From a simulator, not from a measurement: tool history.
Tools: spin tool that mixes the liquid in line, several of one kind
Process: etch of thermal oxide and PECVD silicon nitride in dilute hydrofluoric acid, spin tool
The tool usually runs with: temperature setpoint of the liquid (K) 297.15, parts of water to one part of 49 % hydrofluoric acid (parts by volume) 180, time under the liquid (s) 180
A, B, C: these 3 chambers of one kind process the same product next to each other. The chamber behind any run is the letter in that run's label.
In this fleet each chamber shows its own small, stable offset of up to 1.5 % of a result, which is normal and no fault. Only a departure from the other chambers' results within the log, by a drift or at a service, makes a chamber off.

run,hour,temperature setpoint of the liquid (K),parts of water to one part of 49 % hydrofluoric acid (parts by volume),time under the liquid (s),hours since the thermometer was replaced,hours since the hydrofluoric acid flow meter was replaced,"read-back film thickness of the thermal oxide reference wafer, read on the same gauge (nm)","read-back film thickness of the PECVD silicon nitride reference wafer, read on the same gauge (nm)",thickness taken off the thermal oxide on a monitor wafer (Å),thickness taken off the PECVD silicon nitride on a monitor wafer (Å)
1A,7.8,297.15,180,180,978.8,1850.4,40.028,109.98,42.126,21.2390
2C,15.6,297.15,180,180,1129.5,1983.3,39.996,109.96,42.146,21.6970
3B,19.6,297.15,180,180,1047.5,159.7,40.043,110.01,43.148,21.4850
4C,25.7,297.15,180,180,1139.6,1993.4,40.046,109.99,42.583,21.7440
5B,33.6,297.15,180,180,1061.5,173.7,40.004,110.02,42.813,21.1420
6A,40.7,297.15,180,180,1011.7,1883.3,40.015,110.00,42.539,21.3070
7B,45.8,297.15,180,180,1073.7,185.9,39.986,110.02,42.863,21.3150
8C,50.6,297.15,180,180,1164.5,2018.3,39.999,109.99,42.014,20.9270
9A,54.3,297.15,180,180,1025.3,1896.9,39.980,110.02,42.940,21.1900
10C,60.7,297.15,180,180,1174.6,2028.4,40.025,109.99,42.002,22.0000
# hour 63.8: chamber A: hydrofluoric acid flow meter replaced
11A,67.9,297.15,180,180,1038.9,4.1,40.015,109.99,42.525,20.8900
12B,75.0,297.15,180,180,1102.9,215.1,39.992,109.98,42.965,21.0080
13B,80.0,297.15,180,180,1107.9,220.1,40.010,110.02,43.418,21.5910
14C,84.9,297.15,180,180,1198.8,2052.6,39.993,109.98,42.246,22.0490
15A,88.7,297.15,180,180,1059.7,24.9,39.982,110.00,42.517,21.0960
16B,94.7,297.15,180,180,1122.6,234.8,40.003,109.99,43.016,21.3120
17A,98.3,297.15,180,240,1069.3,34.5,40.018,110.04,56.754,28.8020
18C,103.3,297.15,180,240,1217.2,2071.0,39.998,110.03,55.874,27.9230
19B,110.2,297.15,180,240,1138.1,250.3,40.001,110.01,57.217,28.4680
20C,115.8,297.15,180,180,1229.7,2083.5,39.971,109.96,42.525,21.2100
21A,119.3,297.15,180,180,1090.3,55.5,39.990,109.96,42.578,22.0410
22C,127.1,297.15,180,180,1241.0,2094.8,40.015,110.05,41.866,21.8550
23B,133.2,297.15,180,180,1161.1,273.3,39.977,110.02,42.885,21.5170
24A,138.6,297.15,180,180,1109.6,74.8,40.005,110.03,42.603,21.1390
25B,144.1,297.15,180,180,1172.0,284.2,39.992,110.01,42.873,21.1680
26A,151.8,297.15,180,180,1122.8,88.0,40.004,109.97,42.506,20.5490
27C,159.1,297.15,180,180,1273.0,2126.8,40.030,110.00,41.940,21.1090
28A,164.6,297.15,180,180,1135.6,100.8,40.003,109.95,42.232,22.0480
29C,169.9,297.15,180,180,1283.8,2137.6,40.015,109.98,42.410,21.5010
30B,176.2,297.15,180,180,1204.1,316.3,40.021,110.00,42.771,21.4110
31A,182.1,297.15,180,180,1153.1,118.3,40.039,109.99,42.486,21.2810
32C,190.0,297.15,180,180,1303.9,2157.7,40.025,109.97,41.920,21.2470
33B,195.6,297.15,180,180,1223.5,335.7,40.008,110.02,42.780,21.4460
34A,200.7,297.15,180,180,1171.7,136.9,40.018,110.00,42.861,21.2650
35B,206.1,297.15,180,180,1234.0,346.2,39.994,109.98,43.075,21.0620
36C,212.4,297.15,180,180,1326.3,2180.1,40.020,110.02,42.196,20.8610
37A,218.5,297.15,180,180,1189.5,154.7,39.995,110.01,42.650,21.3670
38C,223.2,297.15,265,85,1337.1,2190.9,40.002,109.99,12.450,6.8277

Read the log: is a single chamber off, either drifting away or since a service, is the gauge that measures every chamber drifting, or is nothing wrong beyond small per-chamber offsets? Name any odd chamber and what most likely caused it.

No chamber stands off beyond its own small offset, and the gauge holds steady.

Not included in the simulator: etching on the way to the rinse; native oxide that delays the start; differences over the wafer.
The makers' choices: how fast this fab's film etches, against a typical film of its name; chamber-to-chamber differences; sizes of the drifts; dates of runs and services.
